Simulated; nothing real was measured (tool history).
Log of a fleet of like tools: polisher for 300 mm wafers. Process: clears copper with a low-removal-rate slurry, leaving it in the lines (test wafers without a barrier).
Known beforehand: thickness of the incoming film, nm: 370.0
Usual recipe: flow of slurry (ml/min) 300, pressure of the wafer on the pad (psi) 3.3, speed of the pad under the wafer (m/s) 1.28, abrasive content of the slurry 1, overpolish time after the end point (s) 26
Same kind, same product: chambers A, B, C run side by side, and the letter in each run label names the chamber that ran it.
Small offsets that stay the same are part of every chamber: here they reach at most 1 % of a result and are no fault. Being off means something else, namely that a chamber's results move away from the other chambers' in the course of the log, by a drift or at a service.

run   hour  flow of slurry (ml/min)  pressure of the wafer on the pad (psi)  speed of the pad under the wafer (m/s)  abrasive content of the slurry  overpolish time after the end point (s)  wafers polished on this pad  hours since the slurry nozzle was cleaned  hours since the head pressure was calibrated  hours since the slurry blender was calibrated  time until the end point was called (s)  dishing of a wide line in a test structure (angstrom)
 1B   12.2                      300                                     3.3                                    1.28                               1                                       26                          638                                      527.7                                         120.5                                            213                                   78.854                                                 689.44
 2A     20                      300                                     3.3                                    1.28                               1                                       26                          330                                      349.5                                         116.3                                          154.2                                   79.314                                                 675.67
 3C   25.8                      300                                     3.3                                    1.28                               1                                       26                          332                                        292                                         231.4                                           73.1                                   76.584                                                 705.28
 4A   31.5                      300                                     3.3                                    1.28                               1                                       26                          398                                        361                                         127.8                                          165.7                                   77.389                                                 688.95
 5C   39.6                      300                                     3.3                                    1.28                               1                                       26                          414                                      305.8                                         245.2                                           86.9                                    77.65                                                  711.2
 6B     49                      300                                     3.3                                    1.28                               1                                       26                          855                                      564.5                                         157.3                                          249.8                                   79.066                                                 698.62
      49.5  -- chamber A: worn pad replaced by a new one
 7A   56.9                      300                                     3.3                                    1.28                             0.9                                       26                           43                                      386.4                                         153.2                                          191.1                                    78.32                                                  690.7
      60.3  -- chamber B: slurry blender recalibrated
      64.2  -- chamber C: worn pad replaced by a new one
 8C   67.3                      300                                     3.3                                    1.28                             0.9                                       26                           18                                      333.5                                         272.9                                          114.6                                   79.792                                                 678.63
 9B   76.2                      300                                     3.3                                    1.28                             0.9                                       26                         1016                                      591.7                                         184.5                                           15.9                                   81.178                                                 692.22
      78.8  -- chamber C: slurry nozzle cleaned
10C   83.7                      300                                     3.3                                    1.28                               1                                       26                          115                                          5                                         289.3                                            131                                   76.771                                                 700.22
11B   93.2                      300                                     3.3                                    1.28                               1                                       26                         1116                                      608.7                                         201.5                                           32.9                                   78.351                                                 692.79
12A  104.9                      300                                     3.3                                    1.28                               1                                       26                          326                                      434.4                                         201.2                                          239.1                                   79.341                                                 703.33
13B  110.6                      300                                     3.3                                    1.28                               1                                       26                         1219                                      626.1                                         218.9                                           50.3                                   80.167                                                 666.55
14A  120.4                      300                                     3.3                                    1.28                               1                                       26                          418                                      449.9                                         216.7                                          254.6                                   77.812                                                 674.67
15C  127.4                      300                                     3.3                                    1.28                               1                                       26                          372                                       48.7                                           333                                          174.7                                   77.757                                                 701.58
     134.1  -- chamber A: worn pad replaced by a new one
16B  135.7                      300                                     3.3                                    1.28                               1                                       26                         1367                                      651.2                                           244                                           75.4                                   80.599                                                 686.86
17C  141.1                      300                                     3.3                                     1.1                               1                                       26                          453                                       62.4                                         346.7                                          188.4                                   89.846                                                 619.61
18A  150.3                      300                                     3.3                                     1.1                               1                                       26                           95                                      479.8                                         246.6                                          284.5                                   90.062                                                 616.66
     151.6  -- chamber C: slurry blender recalibrated
     157.3  -- chamber C: worn pad replaced by a new one
19A  161.2                      300                                     3.3                                     1.1                               1                                       26                          160                                      490.7                                         257.5                                          295.4                                   93.513                                                 619.36
20C  173.1                      300                                     3.3                                    1.28                               1                                       26                           93                                       94.4                                         378.7                                           21.5                                   77.583                                                 694.92
21B  180.3                      300                                     3.3                                    1.28                               1                                       26                         1630                                      695.8                                         288.6                                            120                                   80.617                                                 681.91
22B  185.8                      300                                     3.3                                    1.28                               1                                       26                         1662                                      701.3                                         294.1                                          125.5                                   83.293                                                 661.47
23C  194.6                      300                                     3.3                                    1.28                               1                                       26                          220                                      115.9                                         400.2                                             43                                   79.082                                                 694.45
24A    202                      300                                     3.3                                    1.28                               1                                       26                          400                                      531.5                                         298.3                                          336.2                                   80.746                                                 682.82
25B  213.6                      300                                     3.3                                    1.28                               1                                       26                         1826                                      729.1                                         321.9                                          153.3                                   83.496                                                 671.24
26A  224.7                      300                                     3.3                                    1.28                               1                                       26                          534                                      554.2                                           321                                          358.9                                   80.461                                                 680.25
     224.8  -- chamber A: slurry blender recalibrated
     224.9  -- chamber A: head pressure recalibrated
27C  230.4                      300                                     3.3                                    1.28                               1                                       26                          431                                      151.7                                           436                                           78.8                                   79.329                                                 711.56
       232  -- chamber A: worn pad replaced by a new one
28A  242.1                      300                                     2.4                                    1.28                               1                                       18                           60                                      571.6                                          17.2                                           17.3                                   108.24                                                 400.28
29B  251.8                      300                                     2.4                                    1.28                               1                                       18                         2051                                      767.3                                         360.1                                          191.5                                    118.2                                                 388.24
     258.5  -- chamber C: worn pad replaced by a new one
30C  262.2                      300                                     2.4                                    1.28                               1                                       18                           22                                      183.5                                         467.8                                          110.6                                   109.91                                                 403.97
31A  272.7                      300                                     3.3                                    1.28                               1                                       26                          240                                      602.2                                          47.8                                           47.9                                   79.525                                                 692.73
32B  279.7                      300                                     3.3                                    1.28                               1                                       26                         2216                                      795.2                                           388                                          219.4                                   85.266                                                 661.56
33C  285.7                      300                                     3.3                                    1.28                               1                                       26                          160                                        207                                         491.3                                          134.1                                   79.005                                                 687.41
34C    293                      300                                     3.3                                    1.28                               1                                       26                          203                                      214.3                                         498.6                                          141.4                                    79.89                                                 684.98
35B  302.3                      300                                     3.3                                    1.28                             1.2                                       26                         2349                                      817.8                                         410.6                                            242                                   82.952                                                 676.91

Is one chamber off against the others, does the gauge drift, or is nothing wrong? If a chamber is off, say which, and what the likeliest cause is.

One chamber, B, drifts off from the rest bit by bit.
Cause: removal rate lost through wear of the pad, % = 7.99.
The log might look much the same if the cause were instead: head's pressure below its setpoint, %; abrasive missing from the slurry, %.

Below are 4 candidate recipes for chamber B's next run, each the usual settings with a change, their results shown as question marks. Which of them brings B's results back in line with what the other chambers give on the usual settings?
To be in line, a result may differ from the other chambers' mean on the usual settings by at most: time until the end point was called (s) 4; dishing of a wide line in a test structure (angstrom) 35
36B-1  311.1                      300                                       3                                    1.18                               1                                       26                                                                                                                                                                                                             ?                                                      ?
36B-2  311.1                      300                                     3.2                                    1.22                               1                                       26                                                                                                                                                                                                             ?                                                      ?
36B-3  311.1                      300                                     3.6                                     1.4                               1                                       26                                                                                                                                                                                                             ?                                                      ?
36B-4  311.1                      300                                     3.5                                    1.34                               1                                       26                                                                                                                                                                                                             ?                                                      ?

The other chambers' mean on the usual settings: time until the end point was called (s) 78.573; dishing of a wide line in a test structure (angstrom) 697.2
  run  time until the end point was called (s)  dishing of a wide line in a test structure (angstrom)
36B-1                                   102.29                                                 568.88
36B-2                                   92.611                                                 615.67
36B-3                                   71.469                                                 746.21
36B-4                                   76.879                                                 708.24
With 36B-4, the chamber falls back in line with the rest.
